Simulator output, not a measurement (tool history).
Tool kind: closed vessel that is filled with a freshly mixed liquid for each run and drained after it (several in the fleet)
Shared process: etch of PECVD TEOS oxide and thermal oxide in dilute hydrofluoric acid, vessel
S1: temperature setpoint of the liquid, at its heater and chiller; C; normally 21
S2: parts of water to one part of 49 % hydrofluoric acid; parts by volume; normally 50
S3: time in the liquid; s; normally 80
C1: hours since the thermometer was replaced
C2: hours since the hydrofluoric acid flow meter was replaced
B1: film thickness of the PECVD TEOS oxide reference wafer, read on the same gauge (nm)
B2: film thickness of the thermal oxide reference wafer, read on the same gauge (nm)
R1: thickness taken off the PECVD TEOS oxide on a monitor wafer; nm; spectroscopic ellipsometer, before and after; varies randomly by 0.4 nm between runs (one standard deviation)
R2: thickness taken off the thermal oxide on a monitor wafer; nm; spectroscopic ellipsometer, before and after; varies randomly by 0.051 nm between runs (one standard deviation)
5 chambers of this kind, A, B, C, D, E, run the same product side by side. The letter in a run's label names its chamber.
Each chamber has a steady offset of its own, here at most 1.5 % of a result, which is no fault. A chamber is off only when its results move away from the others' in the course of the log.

run 1D hour=5.1 | S1=21 S2=50 S3=80 | C1=1143.7 C2=1440 | B1=150.01 B2=140.02 | R1=41.828 R2=6.9894
run 2A hour=9.9 | S1=21 S2=50 S3=80 | C1=1017.9 C2=1252.2 | B1=150.03 B2=140 | R1=42.347 R2=7.063
run 3B hour=14.7 | S1=21 S2=50 S3=80 | C1=446.5 C2=1197.9 | B1=150.01 B2=140 | R1=42.875 R2=6.9269
run 4C hour=17.9 | S1=21 S2=50 S3=80 | C1=157.8 C2=534.4 | B1=150.01 B2=140 | R1=42.654 R2=6.8981
run 5E hour=20.4 | S1=21 S2=50 S3=80 | C1=250.4 C2=479.3 | B1=150.01 B2=139.99 | R1=42.372 R2=6.9114
run 6C hour=22.7 | S1=21 S2=50 S3=80 | C1=162.6 C2=539.2 | B1=149.99 B2=140.01 | R1=43.545 R2=6.9983
run 7D hour=27.7 | S1=21 S2=50 S3=80 | C1=1166.3 C2=1462.6 | B1=150.01 B2=140.01 | R1=42.396 R2=6.9674
run 8A hour=30.4 | S1=19 S2=50 S3=105 | C1=1038.4 C2=1272.7 | B1=150 B2=140 | R1=50.921 R2=8.446
run 9E hour=35.3 | S1=19 S2=50 S3=105 | C1=265.3 C2=494.2 | B1=150 B2=140.01 | R1=51.863 R2=8.4287
run 10B hour=39.2 | S1=19 S2=50 S3=105 | C1=471 C2=1222.4 | B1=150 B2=140 | R1=51.461 R2=8.3746
run 11D hour=43.8 | S1=19 S2=50 S3=105 | C1=1182.4 C2=1478.7 | B1=149.97 B2=140.03 | R1=51.402 R2=8.4158
run 12A hour=48.9 | S1=19 S2=50 S3=105 | C1=1056.9 C2=1291.2 | B1=150 B2=140.01 | R1=51.064 R2=8.4514
run 13E hour=53.6 | S1=21 S2=50 S3=80 | C1=283.6 C2=512.5 | B1=150 B2=139.99 | R1=42.565 R2=7.0093
run 14B hour=58.1 | S1=21 S2=50 S3=80 | C1=489.9 C2=1241.3 | B1=150 B2=140 | R1=42.485 R2=6.8897
run 15C hour=61.8 | S1=21 S2=50 S3=80 | C1=201.7 C2=578.3 | B1=150 B2=140 | R1=42.352 R2=6.834
run 16D hour=64.5 | S1=21 S2=50 S3=80 | C1=1203.1 C2=1499.4 | B1=149.99 B2=140.01 | R1=43.047 R2=7.0554
run 17A hour=69 | S1=21 S2=50 S3=80 | C1=1077 C2=1311.3 | B1=149.99 B2=139.99 | R1=42.412 R2=6.9466
run 18C hour=71.4 | S1=21 S2=50 S3=80 | C1=211.3 C2=587.9 | B1=149.99 B2=139.99 | R1=42.089 R2=6.911
run 19B hour=76.6 | S1=21 S2=50 S3=80 | C1=508.4 C2=1259.8 | B1=150 B2=140 | R1=42.256 R2=6.9314
run 20E hour=80.9 | S1=21 S2=50 S3=80 | C1=310.9 C2=539.8 | B1=150.01 B2=139.99 | R1=43.335 R2=6.9281
run 21E hour=85.5 | S1=18 S2=50 S3=50 | C1=315.5 C2=544.4 | B1=150.01 B2=139.99 | R1=23.327 R2=3.8184
run 22A hour=89.1 | S1=18 S2=50 S3=50 | C1=1097.1 C2=1331.4 | B1=149.98 B2=140 | R1=23.272 R2=3.8492
run 23B hour=93.4 | S1=18 S2=50 S3=50 | C1=525.2 C2=1276.6 | B1=150.01 B2=140 | R1=23.174 R2=3.8027
run 24C hour=98 | S1=18 S2=50 S3=50 | C1=237.9 C2=614.5 | B1=149.99 B2=139.99 | R1=23.355 R2=3.857
run 25D hour=103.2 | S1=18 S2=50 S3=50 | C1=1241.8 C2=1538.1 | B1=149.99 B2=140 | R1=23.394 R2=3.8221
run 26E hour=106.9 | S1=21 S2=50 S3=80 | C1=336.9 C2=565.8 | B1=150 B2=139.99 | R1=42.607 R2=7.0123
-- hour=109.7 chamber E: hydrofluoric acid flow meter replaced
run 27C hour=110.6 | S1=21 S2=50 S3=80 | C1=250.5 C2=627.1 | B1=150 B2=140.01 | R1=42.981 R2=6.8767
run 28A hour=114.6 | S1=21 S2=50 S3=80 | C1=1122.6 C2=1356.9 | B1=150.02 B2=139.99 | R1=42.297 R2=7.0481
run 29D hour=119.3 | S1=21 S2=50 S3=80 | C1=1257.9 C2=1554.2 | B1=150 B2=140 | R1=42.346 R2=7.0325
run 30B hour=121.7 | S1=21 S2=50 S3=80 | C1=553.5 C2=1304.9 | B1=150 B2=139.98 | R1=42.794 R2=6.8299
run 31E hour=124.6 | S1=21 S2=50 S3=80 | C1=354.6 C2=14.9 | B1=149.99 B2=140 | R1=42.793 R2=6.997
run 32D hour=128.1 | S1=21 S2=50 S3=80 | C1=1266.7 C2=1563 | B1=150 B2=140 | R1=42.779 R2=6.9818
run 33B hour=133.2 | S1=21 S2=50 S3=80 | C1=565 C2=1316.4 | B1=150.03 B2=140.01 | R1=42.634 R2=6.9492

Is one chamber out of step, is the gauge drifting, or do the chambers differ by no more than their own small offsets? For an off chamber, give its letter and the likeliest cause.

The fleet is healthy, with each chamber sitting at its usual small offset and no drift in the gauge.
